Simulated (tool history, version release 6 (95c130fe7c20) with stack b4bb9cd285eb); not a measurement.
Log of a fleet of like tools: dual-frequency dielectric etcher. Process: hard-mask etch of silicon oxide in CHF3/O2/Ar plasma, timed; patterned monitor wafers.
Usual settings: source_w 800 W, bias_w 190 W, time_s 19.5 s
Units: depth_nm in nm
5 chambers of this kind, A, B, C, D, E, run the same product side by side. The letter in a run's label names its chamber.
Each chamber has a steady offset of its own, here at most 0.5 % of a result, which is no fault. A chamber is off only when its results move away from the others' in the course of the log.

| run | hour | source_w | bias_w | time_s | read-back reference wafer on the same gauge, depth_nm | depth_nm |
|---|---|---|---|---|---|---|
| 1E | 7.8 | 800 | 190 | 19.5 | 37.807 | 43.905 |
| 2A | 17.8 | 800 | 190 | 19.5 | 37.807 | 43.728 |
| 3B | 30.3 | 800 | 190 | 19.5 | 37.788 | 43.742 |
| 4C | 42.4 | 800 | 190 | 19.5 | 37.770 | 43.882 |
| 5D | 55.7 | 800 | 190 | 19.5 | 37.778 | 44.076 |
| 6A | 66.7 | 800 | 190 | 19.5 | 37.760 | 43.717 |
| 7D | 79.4 | 800 | 190 | 19.5 | 37.761 | 43.883 |
| 8B | 86.6 | 800 | 190 | 19.5 | 37.763 | 43.737 |
| 9E | 96.0 | 800 | 190 | 21.5 | 37.752 | 48.289 |
| 10C | 103.5 | 800 | 190 | 21.5 | 37.736 | 48.282 |
| 11B | 116.8 | 800 | 190 | 21.5 | 37.749 | 48.162 |
| 12D | 124.4 | 800 | 190 | 21.5 | 37.737 | 48.472 |
| 13A | 138.4 | 800 | 190 | 21.5 | 37.743 | 48.076 |
| 14E | 151.8 | 800 | 190 | 19.5 | 37.734 | 43.811 |
| 15C | 163.9 | 800 | 190 | 19.5 | 37.720 | 43.785 |
| 16A | 175.1 | 800 | 190 | 19.5 | 37.723 | 43.748 |
| 17C | 183.8 | 800 | 190 | 19.5 | 37.729 | 43.790 |
| 18B | 195.2 | 800 | 190 | 19.5 | 37.727 | 43.720 |
|  | 205.7 | chamber A: wet clean of the chamber |
| 19D | 206.0 | 800 | 190 | 19.5 | 37.706 | 43.866 |
| 20E | 214.1 | 800 | 190 | 25.5 | 37.714 | 57.274 |
| 21C | 222.6 | 800 | 190 | 25.5 | 37.705 | 57.221 |
| 22B | 235.3 | 800 | 190 | 25.5 | 37.693 | 57.147 |
| 23A | 243.0 | 800 | 190 | 25.5 | 37.684 | 56.985 |
| 24E | 255.0 | 800 | 190 | 25.5 | 37.677 | 57.268 |
| 25D | 265.9 | 940 | 190 | 19.5 | 37.688 | 46.721 |
| 26A | 276.8 | 940 | 190 | 19.5 | 37.678 | 46.428 |
|  | 285.1 | chamber E: wet clean of the chamber |
| 27E | 287.2 | 940 | 190 | 19.5 | 37.671 | 46.584 |
|  | 288.6 | chamber B: wet clean of the chamber |
| 28B | 297.1 | 940 | 190 | 19.5 | 37.662 | 46.344 |
| 29C | 310.9 | 940 | 190 | 19.5 | 37.671 | 46.345 |
| 30D | 322.1 | 800 | 172 | 19.5 | 37.644 | 42.413 |
| 31B | 330.1 | 800 | 172 | 19.5 | 37.642 | 42.131 |
| 32D | 343.4 | 800 | 172 | 19.5 | 37.636 | 42.473 |
| 33C | 353.1 | 800 | 172 | 19.5 | 37.638 | 42.212 |
|  | 355.8 | chamber D: wet clean of the chamber |
| 34A | 364.2 | 800 | 172 | 19.5 | 37.635 | 42.073 |
| 35E | 377.8 | 880 | 190 | 16.0 | 37.633 | 37.239 |
| 36C | 392.1 | 880 | 190 | 16.0 | 37.628 | 37.124 |
| 37A | 400.6 | 880 | 190 | 16.0 | 37.606 | 37.068 |
| 38B | 414.5 | 880 | 190 | 16.0 | 37.618 | 37.066 |
| 39E | 423.5 | 880 | 190 | 16.0 | 37.619 | 37.050 |
| 40D | 431.0 | 800 | 190 | 19.5 | 37.615 | 43.781 |
| 41E | 437.3 | 800 | 190 | 19.5 | 37.609 | 43.748 |
| 42C | 445.2 | 800 | 190 | 19.5 | 37.593 | 43.631 |
| 43D | 454.2 | 800 | 190 | 19.5 | 37.587 | 43.764 |
| 44A | 462.9 | 800 | 190 | 19.5 | 37.594 | 43.480 |

What goes on in this fleet: one chamber off, a drifting gauge, or nothing beyond the chambers' own small offsets? Name the chamber and the cause, if any.

The gauge drifts, so all chambers seem to drift together. No chamber is off.
Cause: gauge reads low (%) = 0.564.
